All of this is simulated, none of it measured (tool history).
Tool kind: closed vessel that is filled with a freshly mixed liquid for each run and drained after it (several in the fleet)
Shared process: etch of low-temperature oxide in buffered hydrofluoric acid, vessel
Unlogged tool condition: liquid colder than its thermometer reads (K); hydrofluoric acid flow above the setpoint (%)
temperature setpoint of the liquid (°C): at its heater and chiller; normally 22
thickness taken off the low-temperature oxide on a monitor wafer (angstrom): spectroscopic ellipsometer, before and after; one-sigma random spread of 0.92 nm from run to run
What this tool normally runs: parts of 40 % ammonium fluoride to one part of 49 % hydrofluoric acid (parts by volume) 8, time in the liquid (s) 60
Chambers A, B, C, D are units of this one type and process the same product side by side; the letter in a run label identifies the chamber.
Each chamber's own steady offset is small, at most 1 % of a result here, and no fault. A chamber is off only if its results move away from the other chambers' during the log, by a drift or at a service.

| run | day | temperature setpoint of the liquid (°C) | parts of 40 % ammonium fluoride to one part of 49 % hydrofluoric acid (parts by volume) | time in the liquid (s) | hours since the thermometer was replaced | hours since the hydrofluoric acid flow meter was replaced | read-back film thickness of the low-temperature oxide reference wafer, read on the same gauge (nm) | thickness taken off the low-temperature oxide on a monitor wafer (angstrom) |
|---|---|---|---|---|---|---|---|---|
|  | 0.138 | chamber D: hydrofluoric acid flow meter replaced |
| 1B | 0.262 | 22 | 8 | 60 | 1177.6 | 1024.7 | 49.986 | 1295.2 |
| 2A | 0.421 | 22 | 8 | 60 | 196 | 1786.1 | 50.011 | 1314.8 |
| 3C | 0.638 | 22 | 8 | 60 | 321.3 | 1121.6 | 49.982 | 1303 |
| 4D | 0.971 | 22 | 8 | 60 | 271.7 | 20 | 50.003 | 1304.5 |
| 5C | 1.296 | 22 | 8 | 60 | 337.1 | 1137.4 | 50.015 | 1294.1 |
| 6B | 1.542 | 22 | 8 | 60 | 1208.3 | 1055.4 | 50 | 1299 |
| 7D | 1.754 | 22 | 8 | 60 | 290.5 | 38.8 | 49.984 | 1303.8 |
| 8A | 2.046 | 22 | 8 | 60 | 235 | 1825.1 | 49.996 | 1317.6 |
| 9D | 2.333 | 22 | 10.5 | 45 | 304.4 | 52.7 | 49.992 | 779.57 |
| 10C | 2.621 | 22 | 10.5 | 45 | 368.9 | 1169.2 | 49.974 | 755.71 |
| 11B | 2.812 | 22 | 10.5 | 45 | 1238.8 | 1085.9 | 50.022 | 776.51 |
| 12A | 3.021 | 22 | 10.5 | 45 | 258.4 | 1848.5 | 49.983 | 768.25 |
| 13C | 3.192 | 22 | 8 | 60 | 382.6 | 1182.9 | 50.015 | 1292.3 |
| 14D | 3.396 | 22 | 8 | 60 | 329.9 | 78.2 | 49.995 | 1289.9 |
| 15A | 3.604 | 22 | 8 | 60 | 272.4 | 1862.5 | 49.991 | 1325.9 |
| 16B | 3.762 | 22 | 8 | 60 | 1261.6 | 1108.7 | 50.013 | 1322.6 |
| 17A | 4.008 | 22 | 8 | 60 | 282.1 | 1872.2 | 49.985 | 1316.2 |
| 18D | 4.229 | 22 | 8 | 60 | 349.9 | 98.2 | 50.01 | 1309.8 |
| 19C | 4.483 | 22 | 8 | 60 | 413.6 | 1213.9 | 50.002 | 1278.7 |
| 20B | 4.679 | 22 | 8 | 60 | 1283.6 | 1130.7 | 49.991 | 1286.5 |
| 21A | 5.025 | 22 | 8 | 60 | 306.5 | 1896.6 | 50.007 | 1316.8 |
| 22C | 5.175 | 22 | 8 | 60 | 430.2 | 1230.5 | 49.99 | 1276.7 |
| 23D | 5.325 | 22 | 8 | 30 | 376.2 | 124.5 | 49.996 | 663.92 |
| 24B | 5.638 | 22 | 8 | 30 | 1306.6 | 1153.7 | 50.017 | 655.44 |
| 25D | 5.817 | 22 | 8 | 30 | 388 | 136.3 | 50.002 | 648.43 |
| 26B | 6.121 | 22 | 8 | 30 | 1318.2 | 1165.3 | 50.027 | 655.61 |
| 27C | 6.325 | 22 | 8 | 60 | 457.8 | 1258.1 | 50.015 | 1262.2 |
| 28A | 6.542 | 22 | 8 | 60 | 342.9 | 1933 | 50.011 | 1307.7 |
| 29B | 6.708 | 22 | 8 | 60 | 1332.3 | 1179.4 | 50.033 | 1301.7 |
| 30A | 6.883 | 22 | 8 | 60 | 351.1 | 1941.2 | 50.008 | 1308.9 |
| 31D | 7.083 | 20.5 | 8 | 60 | 418.4 | 166.7 | 50.028 | 1184.8 |
| 32C | 7.312 | 20.5 | 8 | 60 | 481.5 | 1281.8 | 49.99 | 1160.7 |
| 33D | 7.492 | 20.5 | 8 | 60 | 428.2 | 176.5 | 50.021 | 1208 |
| 34A | 7.817 | 20.5 | 8 | 60 | 373.5 | 1963.6 | 49.983 | 1216.4 |
| 35C | 8.004 | 22 | 8 | 60 | 498.1 | 1298.4 | 50.013 | 1270.4 |
| 36B | 8.204 | 22 | 8 | 60 | 1368.2 | 1215.3 | 50.002 | 1292.1 |
| 37A | 8.483 | 22 | 8 | 60 | 389.5 | 1979.6 | 50.004 | 1300.3 |
| 38C | 8.662 | 22 | 8 | 60 | 513.9 | 1314.2 | 49.999 | 1235.6 |
| 39B | 8.875 | 22 | 8 | 60 | 1384.3 | 1231.4 | 50.011 | 1313.8 |
| 40D | 9.079 | 22 | 8 | 60 | 466.3 | 214.6 | 50.04 | 1311.8 |
| 41B | 9.3 | 22 | 8 | 60 | 1394.5 | 1241.6 | 50.021 | 1313.2 |
| 42C | 9.638 | 22 | 8 | 60 | 537.3 | 1337.6 | 50.013 | 1251.1 |

Which is it: a chamber that has drifted or been left off by a service, a gauge drift common to all chambers, or only each chamber's usual small offset? If a chamber is off, name it and its likeliest cause.

It is chamber C that slowly wanders off from its peers.
Likeliest cause: liquid colder than its thermometer reads (K) = 0.75.
With only this log, it may be confused with: hydrofluoric acid flow below the setpoint (%).

Here are 4 candidates for chamber C's next run, each the usual settings with a change, their results left as question marks. Which one brings its results back in line with what the others give on the usual settings?
Allowed miss from the other chambers' usual-settings mean, per result, to count as in line: thickness taken off the low-temperature oxide on a monitor wafer (angstrom) 32
| 43C-1 | 9.883 | 23 | 8 | 60 |  |  |  | ? |
| 43C-2 | 9.883 | 22 | 8 | 55 |  |  |  | ? |
| 43C-3 | 9.883 | 21 | 8 | 60 |  |  |  | ? |
| 43C-4 | 9.883 | 23.5 | 8 | 60 |  |  |  | ? |

The other chambers' mean on the usual settings: thickness taken off the low-temperature oxide on a monitor wafer (angstrom) 1306.4
| run | thickness taken off the low-temperature oxide on a monitor wafer (angstrom) |
|---|---|
| 43C-1 | 1310.4 |
| 43C-2 | 1136 |
| 43C-3 | 1171.5 |
| 43C-4 | 1347.7 |
Change 43C-1 lands the chamber within the allowed miss of the other chambers.
